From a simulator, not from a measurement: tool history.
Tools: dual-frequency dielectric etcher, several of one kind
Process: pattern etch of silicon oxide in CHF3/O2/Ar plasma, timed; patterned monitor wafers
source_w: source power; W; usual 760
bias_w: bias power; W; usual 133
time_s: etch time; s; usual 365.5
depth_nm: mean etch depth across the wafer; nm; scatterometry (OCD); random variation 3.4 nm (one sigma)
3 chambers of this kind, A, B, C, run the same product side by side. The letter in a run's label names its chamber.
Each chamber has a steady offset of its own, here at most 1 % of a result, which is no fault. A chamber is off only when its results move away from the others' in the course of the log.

| run | day | source_w | bias_w | time_s | hours since the last wet clean | hours since the last source power generator calibration | hours since the last bias power generator calibration | read-back reference wafer on the same gauge, depth_nm | depth_nm |
|---|---|---|---|---|---|---|---|---|---|
| 1C | 0.138 | 760 | 133 | 365.5 | 184.8 | 133.2 | 1161.6 | 642.77 | 724.99 |
| 2A | 0.304 | 760 | 133 | 365.5 | 372.4 | 583.8 | 536.0 | 643.02 | 726.21 |
| 3B | 0.488 | 760 | 133 | 365.5 | 273.4 | 2448.9 | 3879.3 | 643.25 | 714.30 |
| 4B | 0.608 | 760 | 133 | 365.5 | 276.3 | 2451.8 | 3882.2 | 642.61 | 713.43 |
| 5A | 0.808 | 760 | 133 | 365.5 | 384.5 | 595.9 | 548.1 | 643.44 | 723.54 |
| 6C | 0.996 | 760 | 133 | 365.5 | 205.4 | 153.8 | 1182.2 | 643.27 | 718.09 |
| 7B | 1.125 | 760 | 133 | 365.5 | 288.7 | 2464.2 | 3894.6 | 642.78 | 720.16 |
| 8C | 1.250 | 760 | 133 | 365.5 | 211.5 | 159.9 | 1188.3 | 643.32 | 716.17 |
| 9A | 1.433 | 760 | 133 | 365.5 | 399.5 | 610.9 | 563.1 | 643.55 | 726.76 |
| 10C | 1.617 | 760 | 133 | 365.5 | 220.3 | 168.7 | 1197.1 | 642.77 | 716.32 |
| 11A | 1.771 | 760 | 133 | 365.5 | 407.6 | 619.0 | 571.2 | 642.97 | 726.75 |
| 12B | 1.950 | 760 | 133 | 365.5 | 308.5 | 2484.0 | 3914.4 | 643.37 | 718.25 |
| 13B | 2.062 | 760 | 133 | 365.5 | 311.2 | 2486.7 | 3917.1 | 642.63 | 716.17 |
| 14C | 2.179 | 760 | 133 | 365.5 | 233.8 | 182.2 | 1210.6 | 643.23 | 715.00 |
| 15A | 2.362 | 760 | 133 | 365.5 | 421.8 | 633.2 | 585.4 | 643.61 | 720.14 |
| 16A | 2.492 | 760 | 133 | 365.5 | 424.9 | 636.3 | 588.5 | 643.20 | 724.09 |
|  | 2.617 | chamber A: wet clean of the chamber |
| 17B | 2.625 | 760 | 133 | 365.5 | 324.7 | 2500.2 | 3930.6 | 642.82 | 714.73 |
| 18C | 2.804 | 760 | 133 | 365.5 | 248.8 | 197.2 | 1225.6 | 643.00 | 715.09 |
| 19C | 3.012 | 760 | 133 | 463.5 | 253.8 | 202.2 | 1230.6 | 643.68 | 916.20 |
| 20A | 3.225 | 760 | 133 | 463.5 | 14.6 | 653.9 | 606.1 | 642.55 | 960.14 |
| 21B | 3.375 | 760 | 133 | 463.5 | 342.7 | 2518.2 | 3948.6 | 642.34 | 908.68 |
| 22B | 3.471 | 760 | 133 | 365.5 | 345.0 | 2520.5 | 3950.9 | 643.64 | 713.95 |
| 23A | 3.621 | 760 | 133 | 365.5 | 24.1 | 663.4 | 615.6 | 643.36 | 759.84 |
| 24C | 3.788 | 760 | 133 | 365.5 | 272.4 | 220.8 | 1249.2 | 642.83 | 719.84 |
| 25A | 3.946 | 760 | 133 | 365.5 | 31.9 | 671.2 | 623.4 | 642.02 | 764.17 |
| 26B | 4.112 | 760 | 133 | 365.5 | 360.4 | 2535.9 | 3966.3 | 643.88 | 715.86 |
| 27C | 4.208 | 760 | 133 | 365.5 | 282.5 | 230.9 | 1259.3 | 642.57 | 715.92 |
| 28A | 4.338 | 760 | 133 | 365.5 | 41.3 | 680.6 | 632.8 | 642.91 | 762.63 |
| 29B | 4.525 | 760 | 133 | 365.5 | 370.3 | 2545.8 | 3976.2 | 643.74 | 707.89 |
| 30C | 4.650 | 670 | 133 | 271.0 | 293.1 | 241.5 | 1269.9 | 642.23 | 506.82 |
| 31A | 4.762 | 670 | 133 | 271.0 | 51.5 | 690.8 | 643.0 | 643.32 | 537.48 |
| 32C | 4.962 | 670 | 133 | 271.0 | 300.6 | 249.0 | 1277.4 | 643.95 | 506.76 |
| 33B | 5.121 | 760 | 150 | 365.5 | 384.6 | 2560.1 | 3990.5 | 642.68 | 746.48 |
| 34C | 5.304 | 760 | 150 | 365.5 | 308.8 | 257.2 | 1285.6 | 642.67 | 747.64 |
| 35A | 5.467 | 760 | 150 | 365.5 | 68.4 | 707.7 | 659.9 | 643.52 | 786.73 |
| 36B | 5.679 | 760 | 133 | 365.5 | 398.0 | 2573.5 | 4003.9 | 643.41 | 716.19 |
| 37C | 5.779 | 760 | 133 | 365.5 | 320.2 | 268.6 | 1297.0 | 642.61 | 723.51 |
| 38A | 5.967 | 760 | 133 | 365.5 | 80.4 | 719.7 | 671.9 | 643.07 | 755.86 |
| 39B | 6.154 | 760 | 133 | 365.5 | 409.4 | 2584.9 | 4015.3 | 642.81 | 712.09 |
| 40B | 6.329 | 760 | 133 | 365.5 | 413.6 | 2589.1 | 4019.5 | 642.51 | 715.30 |
| 41C | 6.521 | 760 | 133 | 365.5 | 338.0 | 286.4 | 1314.8 | 642.08 | 715.46 |

Is one chamber off against the others, does the gauge drift, or is nothing wrong? If a chamber is off, say which, and what the likeliest cause is.

A service left chamber A off against the others.
Cause: etch rate over this chamber's usual, % = 4.84.

Here are 4 candidates for chamber A's next run, each the usual settings with a change, their results left as question marks. Which one brings its results back in line with what the others give on the usual settings?
In line means no further than this from the other chambers' mean on the usual settings: depth_nm 12.00 nm
| 42A-1 | 6.679 | 760 | 179 | 365.5 |  |  |  |  | ? |
| 42A-2 | 6.679 | 770 | 134 | 383.0 |  |  |  |  | ? |
| 42A-3 | 6.679 | 750 | 133 | 347.0 |  |  |  |  | ? |
| 42A-4 | 6.679 | 640 | 117 | 365.5 |  |  |  |  | ? |

The other chambers' mean on the usual settings: depth_nm 717.45 nm
| run | depth_nm |
|---|---|
| 42A-1 | 835.55 |
| 42A-2 | 802.65 |
| 42A-3 | 717.98 |
| 42A-4 | 682.69 |
42A-3 brings the chamber back in line.

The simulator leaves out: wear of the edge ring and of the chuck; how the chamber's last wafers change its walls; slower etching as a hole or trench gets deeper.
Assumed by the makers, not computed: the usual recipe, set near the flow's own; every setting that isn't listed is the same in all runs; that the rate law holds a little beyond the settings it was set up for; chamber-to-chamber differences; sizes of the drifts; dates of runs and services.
